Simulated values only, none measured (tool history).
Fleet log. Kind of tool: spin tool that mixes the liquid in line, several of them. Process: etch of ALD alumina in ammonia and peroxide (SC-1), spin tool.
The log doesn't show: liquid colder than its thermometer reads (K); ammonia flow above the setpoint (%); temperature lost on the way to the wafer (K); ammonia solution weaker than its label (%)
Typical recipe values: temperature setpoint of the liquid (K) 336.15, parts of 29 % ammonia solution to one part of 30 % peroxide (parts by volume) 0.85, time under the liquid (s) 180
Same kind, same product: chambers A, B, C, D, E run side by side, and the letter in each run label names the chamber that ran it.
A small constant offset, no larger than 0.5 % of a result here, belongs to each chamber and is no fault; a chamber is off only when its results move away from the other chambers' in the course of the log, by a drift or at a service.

run	day	temperature setpoint of the liquid (K)	parts of 29 % ammonia solution to one part of 30 % peroxide (parts by volume)	time under the liquid (s)	hours since the thermometer was replaced	hours since the ammonia flow meter was replaced	hours since the heated supply line was repaired	hours since the drum of ammonia solution was connected	read-back film thickness of the ALD alumina reference wafer, read on the same gauge (nm)	thickness taken off the ALD alumina on a monitor wafer (Å)
1C	0.262	336.15	0.85	180	212.9	1162	1834.5	132.1	139.97	138.15
2B	0.417	336.15	0.85	180	1116.3	852	440.6	580	140	136.02
3A	0.554	336.15	0.85	180	30.9	236.7	1674	127.4	140	138.19
4E	0.796	336.15	0.85	180	2191.9	261	546.7	470.3	140.01	138.47
5D	1.042	336.15	0.85	180	2156.5	105	1633.3	371	139.99	137.88
6E	1.225	336.15	1.15	225	2202.2	271.3	557	480.6	140	178.07
7B	1.421	336.15	1.15	225	1140.4	876.1	464.7	604.1	140	176.74
8C	1.617	336.15	1.15	225	245.4	1194.5	1867	164.6	139.98	177.08
9D	1.758	336.15	1.15	225	2173.7	122.2	1650.5	388.2	140.02	175.05
10A	1.933	336.15	1.15	225	64	269.8	1707.1	160.5	140.01	177.79
11C	2.112	336.15	0.85	180	257.3	1206.4	1878.9	176.5	140.01	138.54
12E	2.283	336.15	0.85	180	2227.6	296.7	582.4	506	139.98	137.96
# day 2.367: chamber E: new drum of ammonia solution connected
13A	2.412	336.15	0.85	180	75.5	281.3	1718.6	172	139.97	138.56
14D	2.612	336.15	0.85	180	2194.2	142.7	1671	408.7	140.01	137.08
15B	2.883	336.15	0.85	180	1175.5	911.2	499.8	639.2	140.01	137.58
16D	3.138	336.15	0.85	180	2206.8	155.3	1683.6	421.3	140.01	137.66
17A	3.271	336.15	0.85	180	96.1	301.9	1739.2	192.6	140.01	137.35
18B	3.479	336.15	0.85	180	1189.8	925.5	514.1	653.5	139.99	137.31
# day 3.742: chamber C: new drum of ammonia solution connected
19E	3.754	336.15	0.85	180	2262.9	332	617.7	33.3	140	137.44
20C	3.892	336.15	0.85	180	300	1249.1	1921.6	3.7	140	137.62
21D	4.121	332.65	0.85	110	2230.4	178.9	1707.2	444.9	140	70.399
22B	4.279	332.65	0.85	110	1209	944.7	533.3	672.7	140	70.111
23E	4.529	332.65	0.85	110	2281.5	350.6	636.3	51.9	140	71.258
24A	4.688	332.65	0.85	110	130.1	335.9	1773.2	226.6	140	69.187
25C	4.896	332.65	0.85	110	324.1	1273.2	1945.7	27.8	139.99	70.247
26B	5.038	336.15	0.85	180	1227.2	962.9	551.5	690.9	139.98	138.07
27E	5.242	336.15	0.85	180	2298.6	367.7	653.4	69	140.02	138.86
28C	5.475	336.15	0.85	180	338	1287.1	1959.6	41.7	140.01	137.14
29D	5.729	336.15	1	180	2269	217.5	1745.8	483.5	139.99	138.27
30A	5.979	336.15	1	180	161.1	366.9	1804.2	257.6	140	132.88
31C	6.171	336.15	1	180	354.7	1303.8	1976.3	58.4	140	140.86
# day 6.25: chamber A: new drum of ammonia solution connected
32B	6.379	336.15	1	180	1259.4	995.1	583.7	723.1	140	138.68
33E	6.517	336.15	1	180	2329.2	398.3	684	99.6	139.98	140.76
34A	6.675	336.15	0.85	180	177.8	383.6	1820.9	10.3	140	127.12
35D	6.838	336.15	0.85	180	2295.6	244.1	1772.4	510.1	139.99	137.49
36A	7.108	336.15	0.85	180	188.2	394	1831.3	20.7	140.02	128.24
37B	7.238	336.15	0.85	180	1280	1015.7	604.3	743.7	139.99	136.97

Each of the 5 chambers runs these same settings next. Fill in every chamber's results:
38A	7.438	336.15	0.85	180						?
38B	7.438	336.15	0.85	180						?
38C	7.438	336.15	0.85	180						?
38D	7.438	336.15	0.85	180						?
38E	7.438	336.15	0.85	180						?

run	thickness taken off the ALD alumina on a monitor wafer (Å)
38A	126.88
38B	136.5
38C	138.38
38D	138.43
38E	138.96
